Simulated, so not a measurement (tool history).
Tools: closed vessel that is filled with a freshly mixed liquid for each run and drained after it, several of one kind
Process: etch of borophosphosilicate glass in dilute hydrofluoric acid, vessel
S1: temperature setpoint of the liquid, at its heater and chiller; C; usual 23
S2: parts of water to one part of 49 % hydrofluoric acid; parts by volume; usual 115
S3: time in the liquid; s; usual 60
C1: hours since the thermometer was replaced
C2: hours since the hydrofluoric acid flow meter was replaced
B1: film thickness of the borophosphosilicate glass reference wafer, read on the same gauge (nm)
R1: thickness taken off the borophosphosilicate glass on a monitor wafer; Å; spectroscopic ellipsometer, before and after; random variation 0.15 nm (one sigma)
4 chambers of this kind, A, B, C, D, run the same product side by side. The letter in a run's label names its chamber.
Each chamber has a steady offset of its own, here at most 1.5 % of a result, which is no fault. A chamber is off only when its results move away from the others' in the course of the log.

Run 1D, hour 9.8: usual settings; C1 2117.6; C2 951.1; B1 30.013. Result: R1 183.5 Å.
Run 2A, hour 18.6: usual settings; C1 2036.5; C2 804.1; B1 29.987. Result: R1 184.53 Å.
Run 3B, hour 30: usual settings; C1 1344.6; C2 461; B1 29.988. Result: R1 180.88 Å.
Run 4C, hour 37.8: usual settings; C1 1418.9; C2 111.3; B1 29.98. Result: R1 183.16 Å.
Run 5C, hour 47.9: usual settings; C1 1429; C2 121.4; B1 29.995. Result: R1 183.84 Å.
Run 6A, hour 53.1: usual settings; C1 2071; C2 838.6; B1 29.99. Result: R1 183.66 Å.
Run 7B, hour 59: usual settings but S1 20 C, S2 80 parts by volume; C1 1373.6; C2 490; B1 29.978. Result: R1 240.17 Å.
Run 8D, hour 68.1: usual settings but S1 20 C, S2 80 parts by volume; C1 2175.9; C2 1009.4; B1 30.003. Result: R1 245.68 Å.
Run 9D, hour 75.6: usual settings but S1 20 C, S2 80 parts by volume; C1 2183.4; C2 1016.9; B1 30.003. Result: R1 247.11 Å.
Run 10B, hour 82.9: usual settings but S1 20 C, S2 80 parts by volume; C1 1397.5; C2 513.9; B1 29.989. Result: R1 238.4 Å.
At hour 90.8: chamber B: hydrofluoric acid flow meter replaced.
Run 11A, hour 93.7: usual settings; C1 2111.6; C2 879.2; B1 29.991. Result: R1 182.12 Å.
Run 12C, hour 100.7: usual settings; C1 1481.8; C2 174.2; B1 30.002. Result: R1 181.35 Å.
Run 13C, hour 109.2: usual settings; C1 1490.3; C2 182.7; B1 29.999. Result: R1 183.01 Å.
Run 14A, hour 116.2: usual settings; C1 2134.1; C2 901.7; B1 29.999. Result: R1 184.02 Å.
Run 15D, hour 127.5: usual settings; C1 2235.3; C2 1068.8; B1 30.006. Result: R1 185.35 Å.
Run 16B, hour 134.6: usual settings; C1 1449.2; C2 43.8; B1 29.981. Result: R1 181.1 Å.
Run 17A, hour 144.1: usual settings but S2 135 parts by volume, S3 80 s; C1 2162; C2 929.6; B1 30.002. Result: R1 204.02 Å.
Run 18D, hour 151.7: usual settings but S2 135 parts by volume, S3 80 s; C1 2259.5; C2 1093; B1 30.005. Result: R1 201.36 Å.
Run 19B, hour 157.2: usual settings but S2 135 parts by volume, S3 80 s; C1 1471.8; C2 66.4; B1 30.011. Result: R1 200.64 Å.
Run 20C, hour 163.9: usual settings but S2 135 parts by volume, S3 80 s; C1 1545; C2 237.4; B1 29.992. Result: R1 206.16 Å.
Run 21D, hour 174.5: usual settings; C1 2282.3; C2 1115.8; B1 30.013. Result: R1 182.86 Å.
Run 22B, hour 183.9: usual settings; C1 1498.5; C2 93.1; B1 30.026. Result: R1 179.79 Å.
Run 23C, hour 195.8: usual settings; C1 1576.9; C2 269.3; B1 30.007. Result: R1 188.71 Å.
Run 24A, hour 201.2: usual settings; C1 2219.1; C2 986.7; B1 30. Result: R1 185.59 Å.
Run 25B, hour 210: usual settings; C1 1524.6; C2 119.2; B1 30.006. Result: R1 181.35 Å.
At hour 220: chamber A: thermometer replaced.
Run 26D, hour 221.4: usual settings; C1 2329.2; C2 1162.7; B1 30.01. Result: R1 182.13 Å.
Run 27A, hour 229.5: usual settings; C1 9.5; C2 1015; B1 30.001. Result: R1 183.44 Å.
Run 28C, hour 239.7: usual settings; C1 1620.8; C2 313.2; B1 30.022. Result: R1 190.58 Å.
Run 29A, hour 251.7: usual settings; C1 31.7; C2 1037.2; B1 29.99. Result: R1 182.42 Å.
Run 30B, hour 261.7: usual settings; C1 1576.3; C2 170.9; B1 29.97. Result: R1 180.2 Å.
Run 31D, hour 273.6: usual settings; C1 2381.4; C2 1214.9; B1 30.015. Result: R1 182.56 Å.
Run 32C, hour 284.3: usual settings; C1 1665.4; C2 357.8; B1 29.972. Result: R1 197.12 Å.
Run 33C, hour 292.8: usual settings; C1 1673.9; C2 366.3; B1 29.986. Result: R1 198.17 Å.
Run 34A, hour 303.2: usual settings; C1 83.2; C2 1088.7; B1 30.008. Result: R1 182.18 Å.
Run 35D, hour 314.1: usual settings; C1 2421.9; C2 1255.4; B1 29.99. Result: R1 186.96 Å.
Run 36B, hour 321.1: usual settings; C1 1635.7; C2 230.3; B1 29.995. Result: R1 182.45 Å.
Run 37A, hour 329.3: usual settings; C1 109.3; C2 1114.8; B1 29.99. Result: R1 184.75 Å.
Run 38C, hour 336.6: usual settings; C1 1717.7; C2 410.1; B1 30.011. Result: R1 200.36 Å.
Run 39B, hour 348.6: usual settings; C1 1663.2; C2 257.8; B1 30.014. Result: R1 183.92 Å.
Run 40D, hour 359.6: usual settings; C1 2467.4; C2 1300.9; B1 30.021. Result: R1 182.6 Å.
Run 41D, hour 369.1: usual settings; C1 2476.9; C2 1310.4; B1 30.022. Result: R1 182.89 Å.
Run 42A, hour 376.7: usual settings; C1 156.7; C2 1162.2; B1 29.978. Result: R1 183.16 Å.
Run 43B, hour 385: usual settings; C1 1699.6; C2 294.2; B1 30.017. Result: R1 182.22 Å.
Run 44C, hour 391: usual settings; C1 1772.1; C2 464.5; B1 29.992. Result: R1 201.73 Å.

What goes on in this fleet: one chamber off, a drifting gauge, or nothing beyond the chambers' own small offsets? Name the chamber and the cause, if any.

Chamber C drifts away from the others.
Cause: hydrofluoric acid flow above the setpoint (%) = 9.6.
The log may not tell that from: liquid hotter than its thermometer reads (K).

Here are 4 candidates for chamber C's next run, each the usual settings with a change, their results left as question marks. Which one brings its results back in line with what the others give on the usual settings?
In line means no further than this from the other chambers' mean on the usual settings: R1 5.2 Å
Run 45C-1, hour 399.8: usual settings but S2 105 parts by volume. Result: R1 ?.
Run 45C-2, hour 399.8: usual settings but S2 120 parts by volume. Result: R1 ?.
Run 45C-3, hour 399.8: usual settings but S2 110 parts by volume. Result: R1 ?.
Run 45C-4, hour 399.8: usual settings but S1 22.5 C, S2 125 parts by volume. Result: R1 ?.

The other chambers' mean on the usual settings: R1 182.64 Å
  run      R1
45C-1   225.3
45C-2  193.93
45C-3  213.89
45C-4  181.54
45C-4 brings the chamber back in line.
